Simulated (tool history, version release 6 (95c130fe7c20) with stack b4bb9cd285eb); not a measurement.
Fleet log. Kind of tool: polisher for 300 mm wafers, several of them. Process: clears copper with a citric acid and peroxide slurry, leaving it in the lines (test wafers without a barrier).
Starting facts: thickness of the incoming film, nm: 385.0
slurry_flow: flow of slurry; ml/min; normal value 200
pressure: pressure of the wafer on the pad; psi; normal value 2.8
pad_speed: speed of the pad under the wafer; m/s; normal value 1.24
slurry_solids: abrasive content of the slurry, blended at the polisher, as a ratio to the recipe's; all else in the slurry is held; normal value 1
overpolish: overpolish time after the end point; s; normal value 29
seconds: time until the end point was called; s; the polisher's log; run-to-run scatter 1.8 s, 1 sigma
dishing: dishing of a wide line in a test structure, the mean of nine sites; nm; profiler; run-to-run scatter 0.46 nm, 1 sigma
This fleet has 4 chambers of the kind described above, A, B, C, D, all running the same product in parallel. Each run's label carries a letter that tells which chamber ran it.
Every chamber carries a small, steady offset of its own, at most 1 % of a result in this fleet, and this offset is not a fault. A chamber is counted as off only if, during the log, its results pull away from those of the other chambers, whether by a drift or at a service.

{"hour": 0.2, "done": "chamber A: worn pad replaced by a new one"}
{"run": "1C", "hour": 10.3, "slurry_flow": 200, "pressure": 2.8, "pad_speed": 1.24, "slurry_solids": 1, "overpolish": 29, "seconds": 153.74, "dishing": 22.937}
{"run": "2D", "hour": 17.5, "slurry_flow": 200, "pressure": 2.8, "pad_speed": 1.24, "slurry_solids": 1, "overpolish": 29, "seconds": 153.6, "dishing": 22.708}
{"run": "3B", "hour": 22.2, "slurry_flow": 200, "pressure": 2.8, "pad_speed": 1.24, "slurry_solids": 1, "overpolish": 29, "seconds": 157.53, "dishing": 22.728}
{"hour": 25.8, "done": "chamber B: head pressure recalibrated"}
{"run": "4A", "hour": 27.5, "slurry_flow": 200, "pressure": 2.8, "pad_speed": 1.24, "slurry_solids": 1, "overpolish": 29, "seconds": 151.62, "dishing": 22.87}
{"run": "5C", "hour": 33.9, "slurry_flow": 250, "pressure": 2.8, "pad_speed": 1.24, "slurry_solids": 1, "overpolish": 19, "seconds": 149.44, "dishing": 19.704}
{"hour": 37.1, "done": "chamber B: worn pad replaced by a new one"}
{"run": "6B", "hour": 40.6, "slurry_flow": 250, "pressure": 2.8, "pad_speed": 1.24, "slurry_solids": 1, "overpolish": 19, "seconds": 153.56, "dishing": 19.481}
{"run": "7D", "hour": 50.4, "slurry_flow": 250, "pressure": 2.8, "pad_speed": 1.24, "slurry_solids": 1, "overpolish": 19, "seconds": 147.05, "dishing": 19.871}
{"run": "8A", "hour": 56.7, "slurry_flow": 250, "pressure": 2.8, "pad_speed": 1.24, "slurry_solids": 1, "overpolish": 19, "seconds": 150.13, "dishing": 19.844}
{"hour": 61.8, "done": "chamber B: slurry blender recalibrated"}
{"run": "9A", "hour": 67.0, "slurry_flow": 200, "pressure": 2.8, "pad_speed": 0.84, "slurry_solids": 1, "overpolish": 36, "seconds": 223.84, "dishing": 20.575}
{"run": "10D", "hour": 76.0, "slurry_flow": 200, "pressure": 2.8, "pad_speed": 0.84, "slurry_solids": 1, "overpolish": 36, "seconds": 224.04, "dishing": 21.958}
{"hour": 79.9, "done": "chamber C: worn pad replaced by a new one"}
{"run": "11B", "hour": 84.6, "slurry_flow": 200, "pressure": 2.8, "pad_speed": 0.84, "slurry_solids": 1, "overpolish": 36, "seconds": 227.66, "dishing": 21.491}
{"run": "12C", "hour": 92.4, "slurry_flow": 200, "pressure": 2.8, "pad_speed": 0.84, "slurry_solids": 1, "overpolish": 36, "seconds": 225.93, "dishing": 22.64}
{"hour": 95.9, "done": "chamber A: worn pad replaced by a new one"}
{"run": "13B", "hour": 101.8, "slurry_flow": 200, "pressure": 2.8, "pad_speed": 1.24, "slurry_solids": 1, "overpolish": 29, "seconds": 157.75, "dishing": 22.291}
{"run": "14D", "hour": 110.1, "slurry_flow": 200, "pressure": 1.9, "pad_speed": 1.24, "slurry_solids": 1, "overpolish": 29, "seconds": 227.18, "dishing": 19.91}
{"run": "15A", "hour": 117.2, "slurry_flow": 200, "pressure": 1.9, "pad_speed": 1.24, "slurry_solids": 1, "overpolish": 29, "seconds": 223.15, "dishing": 19.546}
{"run": "16C", "hour": 123.3, "slurry_flow": 200, "pressure": 1.9, "pad_speed": 1.24, "slurry_solids": 1, "overpolish": 29, "seconds": 220.9, "dishing": 19.607}
{"run": "17B", "hour": 129.9, "slurry_flow": 200, "pressure": 1.9, "pad_speed": 1.24, "slurry_solids": 1, "overpolish": 29, "seconds": 227.39, "dishing": 19.249}
{"run": "18C", "hour": 136.6, "slurry_flow": 200, "pressure": 2.8, "pad_speed": 1.24, "slurry_solids": 1, "overpolish": 29, "seconds": 153.08, "dishing": 22.535}
{"run": "19A", "hour": 143.4, "slurry_flow": 200, "pressure": 2.8, "pad_speed": 1.24, "slurry_solids": 1, "overpolish": 29, "seconds": 153.38, "dishing": 23.509}
{"run": "20D", "hour": 151.2, "slurry_flow": 200, "pressure": 2.8, "pad_speed": 1.24, "slurry_solids": 1, "overpolish": 29, "seconds": 156.87, "dishing": 23.538}
{"run": "21C", "hour": 157.5, "slurry_flow": 200, "pressure": 2.8, "pad_speed": 1.24, "slurry_solids": 1, "overpolish": 29, "seconds": 149.34, "dishing": 22.352}
{"hour": 160.2, "done": "chamber D: worn pad replaced by a new one"}
{"run": "22A", "hour": 167.3, "slurry_flow": 200, "pressure": 2.8, "pad_speed": 1.24, "slurry_solids": 1, "overpolish": 29, "seconds": 150.65, "dishing": 23.519}
{"run": "23B", "hour": 172.6, "slurry_flow": 200, "pressure": 2.8, "pad_speed": 1.24, "slurry_solids": 1, "overpolish": 29, "seconds": 154.82, "dishing": 22.935}
{"hour": 173.6, "done": "chamber A: head pressure recalibrated"}
{"run": "24D", "hour": 181.4, "slurry_flow": 200, "pressure": 2.3, "pad_speed": 1.24, "slurry_solids": 1, "overpolish": 37, "seconds": 195.95, "dishing": 23.133}
{"hour": 186.6, "done": "chamber B: worn pad replaced by a new one"}
{"run": "25D", "hour": 189.9, "slurry_flow": 200, "pressure": 2.3, "pad_speed": 1.24, "slurry_solids": 1, "overpolish": 37, "seconds": 193.78, "dishing": 23.037}
{"run": "26C", "hour": 198.2, "slurry_flow": 200, "pressure": 2.3, "pad_speed": 1.24, "slurry_solids": 1, "overpolish": 37, "seconds": 186.43, "dishing": 22.8}
{"hour": 200.4, "done": "chamber C: slurry blender recalibrated"}
{"hour": 204.2, "done": "chamber C: head pressure recalibrated"}
{"run": "27A", "hour": 204.4, "slurry_flow": 200, "pressure": 2.3, "pad_speed": 1.24, "slurry_solids": 1, "overpolish": 37, "seconds": 183.35, "dishing": 23.219}
{"hour": 209.3, "done": "chamber A: worn pad replaced by a new one"}
{"run": "28B", "hour": 213.8, "slurry_flow": 200, "pressure": 2.8, "pad_speed": 1.24, "slurry_solids": 1, "overpolish": 29, "seconds": 154.19, "dishing": 22.681}
{"run": "29B", "hour": 222.0, "slurry_flow": 200, "pressure": 2.8, "pad_speed": 1.24, "slurry_solids": 1, "overpolish": 29, "seconds": 156.34, "dishing": 23.146}
{"run": "30A", "hour": 229.0, "slurry_flow": 200, "pressure": 2.8, "pad_speed": 1.24, "slurry_solids": 1, "overpolish": 29, "seconds": 154.57, "dishing": 22.743}
{"hour": 231.7, "done": "chamber B: slurry nozzle cleaned"}
{"run": "31D", "hour": 234.2, "slurry_flow": 200, "pressure": 2.8, "pad_speed": 1.24, "slurry_solids": 1, "overpolish": 29, "seconds": 166.12, "dishing": 22.274}
{"hour": 238.8, "done": "chamber C: worn pad replaced by a new one"}
{"run": "32C", "hour": 243.5, "slurry_flow": 200, "pressure": 2.8, "pad_speed": 1.24, "slurry_solids": 1, "overpolish": 29, "seconds": 153.59, "dishing": 22.401}
{"run": "33B", "hour": 248.9, "slurry_flow": 200, "pressure": 2.8, "pad_speed": 1.24, "slurry_solids": 1, "overpolish": 29, "seconds": 154.56, "dishing": 21.82}
{"run": "34C", "hour": 258.9, "slurry_flow": 200, "pressure": 2.8, "pad_speed": 1.24, "slurry_solids": 1, "overpolish": 29, "seconds": 152.86, "dishing": 22.403}
{"run": "35A", "hour": 269.0, "slurry_flow": 200, "pressure": 2.8, "pad_speed": 1.58, "slurry_solids": 1, "overpolish": 34, "seconds": 121.83, "dishing": 24.359}

Next, all 4 chambers run the settings below, one line each with question marks for the results. What does each chamber give?
{"run": "36A", "hour": 276.5, "slurry_flow": 200, "pressure": 2.8, "pad_speed": 1.24, "slurry_solids": 0.75, "overpolish": 29, "seconds": "?", "dishing": "?"}
{"run": "36B", "hour": 276.5, "slurry_flow": 200, "pressure": 2.8, "pad_speed": 1.24, "slurry_solids": 0.75, "overpolish": 29, "seconds": "?", "dishing": "?"}
{"run": "36C", "hour": 276.5, "slurry_flow": 200, "pressure": 2.8, "pad_speed": 1.24, "slurry_solids": 0.75, "overpolish": 29, "seconds": "?", "dishing": "?"}
{"run": "36D", "hour": 276.5, "slurry_flow": 200, "pressure": 2.8, "pad_speed": 1.24, "slurry_solids": 0.75, "overpolish": 29, "seconds": "?", "dishing": "?"}

run=36A seconds=162.4 dishing=22.469
run=36B seconds=159.91 dishing=21.97
run=36C seconds=162.52 dishing=22.092
run=36D seconds=174.47 dishing=21.452
